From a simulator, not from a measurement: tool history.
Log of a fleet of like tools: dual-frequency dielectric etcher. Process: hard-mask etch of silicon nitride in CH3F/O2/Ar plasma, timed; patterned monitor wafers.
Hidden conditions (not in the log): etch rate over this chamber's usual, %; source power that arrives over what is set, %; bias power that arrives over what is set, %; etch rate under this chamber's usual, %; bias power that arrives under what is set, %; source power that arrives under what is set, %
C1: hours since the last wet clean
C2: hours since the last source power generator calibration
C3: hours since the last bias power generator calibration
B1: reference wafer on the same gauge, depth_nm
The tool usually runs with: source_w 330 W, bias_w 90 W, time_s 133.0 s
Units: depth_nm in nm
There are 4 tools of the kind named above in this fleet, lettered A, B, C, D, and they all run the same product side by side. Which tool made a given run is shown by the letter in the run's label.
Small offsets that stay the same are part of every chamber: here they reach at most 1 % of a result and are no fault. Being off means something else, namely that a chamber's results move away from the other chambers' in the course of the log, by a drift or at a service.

{"run": "1C", "hour": 4.6, "source_w": 330, "bias_w": 90, "time_s": 133.0, "C1": 96.6, "C2": 1594.2, "C3": 957.4, "B1": 83.034, "depth_nm": 94.424}
{"run": "2B", "hour": 8.6, "source_w": 330, "bias_w": 90, "time_s": 133.0, "C1": 92.9, "C2": 2212.8, "C3": 3144.9, "B1": 82.991, "depth_nm": 92.588}
{"run": "3A", "hour": 11.0, "source_w": 330, "bias_w": 90, "time_s": 133.0, "C1": 157.3, "C2": 909.6, "C3": 1837.7, "B1": 82.989, "depth_nm": 94.011}
{"run": "4D", "hour": 15.3, "source_w": 330, "bias_w": 90, "time_s": 133.0, "C1": 100.1, "C2": 234.4, "C3": 589.4, "B1": 83.033, "depth_nm": 93.694}
{"run": "5A", "hour": 18.0, "source_w": 370, "bias_w": 90, "time_s": 169.5, "C1": 164.3, "C2": 916.6, "C3": 1844.7, "B1": 82.984, "depth_nm": 125.37}
{"run": "6D", "hour": 20.9, "source_w": 370, "bias_w": 90, "time_s": 169.5, "C1": 105.7, "C2": 240.0, "C3": 595.0, "B1": 82.935, "depth_nm": 125.91}
{"run": "7B", "hour": 25.2, "source_w": 370, "bias_w": 90, "time_s": 169.5, "C1": 109.5, "C2": 2229.4, "C3": 3161.5, "B1": 82.912, "depth_nm": 122.38}
{"run": "8C", "hour": 29.1, "source_w": 370, "bias_w": 90, "time_s": 169.5, "C1": 121.1, "C2": 1618.7, "C3": 981.9, "B1": 83.017, "depth_nm": 124.61}
{"run": "9B", "hour": 32.1, "source_w": 330, "bias_w": 90, "time_s": 133.0, "C1": 116.4, "C2": 2236.3, "C3": 3168.4, "B1": 83.04, "depth_nm": 92.397}
{"run": "10C", "hour": 34.8, "source_w": 330, "bias_w": 90, "time_s": 133.0, "C1": 126.8, "C2": 1624.4, "C3": 987.6, "B1": 82.937, "depth_nm": 93.856}
{"run": "11A", "hour": 39.0, "source_w": 330, "bias_w": 90, "time_s": 133.0, "C1": 185.3, "C2": 937.6, "C3": 1865.7, "B1": 82.948, "depth_nm": 94.019}
{"run": "12D", "hour": 42.3, "source_w": 330, "bias_w": 90, "time_s": 133.0, "C1": 127.1, "C2": 261.4, "C3": 616.4, "B1": 82.875, "depth_nm": 94.201}
{"run": "13A", "hour": 45.8, "source_w": 330, "bias_w": 90, "time_s": 133.0, "C1": 192.1, "C2": 944.4, "C3": 1872.5, "B1": 82.93, "depth_nm": 95.01}
{"run": "14C", "hour": 48.3, "source_w": 330, "bias_w": 90, "time_s": 133.0, "C1": 140.3, "C2": 1637.9, "C3": 1001.1, "B1": 82.981, "depth_nm": 94.322}
{"run": "15D", "hour": 53.3, "source_w": 330, "bias_w": 90, "time_s": 133.0, "C1": 138.1, "C2": 272.4, "C3": 627.4, "B1": 83.083, "depth_nm": 93.507}
{"run": "16B", "hour": 57.1, "source_w": 330, "bias_w": 90, "time_s": 133.0, "C1": 141.4, "C2": 2261.3, "C3": 3193.4, "B1": 83.002, "depth_nm": 91.722}
{"run": "17C", "hour": 60.7, "source_w": 330, "bias_w": 75, "time_s": 133.0, "C1": 152.7, "C2": 1650.3, "C3": 1013.5, "B1": 82.847, "depth_nm": 87.2}
{"run": "18B", "hour": 64.4, "source_w": 330, "bias_w": 75, "time_s": 133.0, "C1": 148.7, "C2": 2268.6, "C3": 3200.7, "B1": 82.988, "depth_nm": 85.478}
{"run": "19D", "hour": 66.8, "source_w": 330, "bias_w": 75, "time_s": 133.0, "C1": 151.6, "C2": 285.9, "C3": 640.9, "B1": 83.027, "depth_nm": 87.844}
{"run": "20A", "hour": 70.9, "source_w": 330, "bias_w": 75, "time_s": 133.0, "C1": 217.2, "C2": 969.5, "C3": 1897.6, "B1": 83.015, "depth_nm": 88.298}
{"run": "21D", "hour": 75.2, "source_w": 330, "bias_w": 90, "time_s": 133.0, "C1": 160.0, "C2": 294.3, "C3": 649.3, "B1": 82.97, "depth_nm": 94.496}
{"run": "22C", "hour": 77.5, "source_w": 330, "bias_w": 90, "time_s": 133.0, "C1": 169.5, "C2": 1667.1, "C3": 1030.3, "B1": 83.05, "depth_nm": 94.033}
{"run": "23B", "hour": 79.8, "source_w": 330, "bias_w": 90, "time_s": 133.0, "C1": 164.1, "C2": 2284.0, "C3": 3216.1, "B1": 82.965, "depth_nm": 90.294}
{"run": "24A", "hour": 84.9, "source_w": 330, "bias_w": 90, "time_s": 133.0, "C1": 231.2, "C2": 983.5, "C3": 1911.6, "B1": 83.051, "depth_nm": 94.644}
{"run": "25D", "hour": 89.9, "source_w": 330, "bias_w": 90, "time_s": 133.0, "C1": 174.7, "C2": 309.0, "C3": 664.0, "B1": 82.961, "depth_nm": 93.084}

Next, all 4 chambers run the settings below, one line each with question marks for the results. What does each chamber give?
{"run": "26A", "hour": 93.5, "source_w": 330, "bias_w": 90, "time_s": 133.0, "depth_nm": "?"}
{"run": "26B", "hour": 93.5, "source_w": 330, "bias_w": 90, "time_s": 133.0, "depth_nm": "?"}
{"run": "26C", "hour": 93.5, "source_w": 330, "bias_w": 90, "time_s": 133.0, "depth_nm": "?"}
{"run": "26D", "hour": 93.5, "source_w": 330, "bias_w": 90, "time_s": 133.0, "depth_nm": "?"}

run=26A depth_nm=94.402
run=26B depth_nm=89.263
run=26C depth_nm=93.419
run=26D depth_nm=94.409
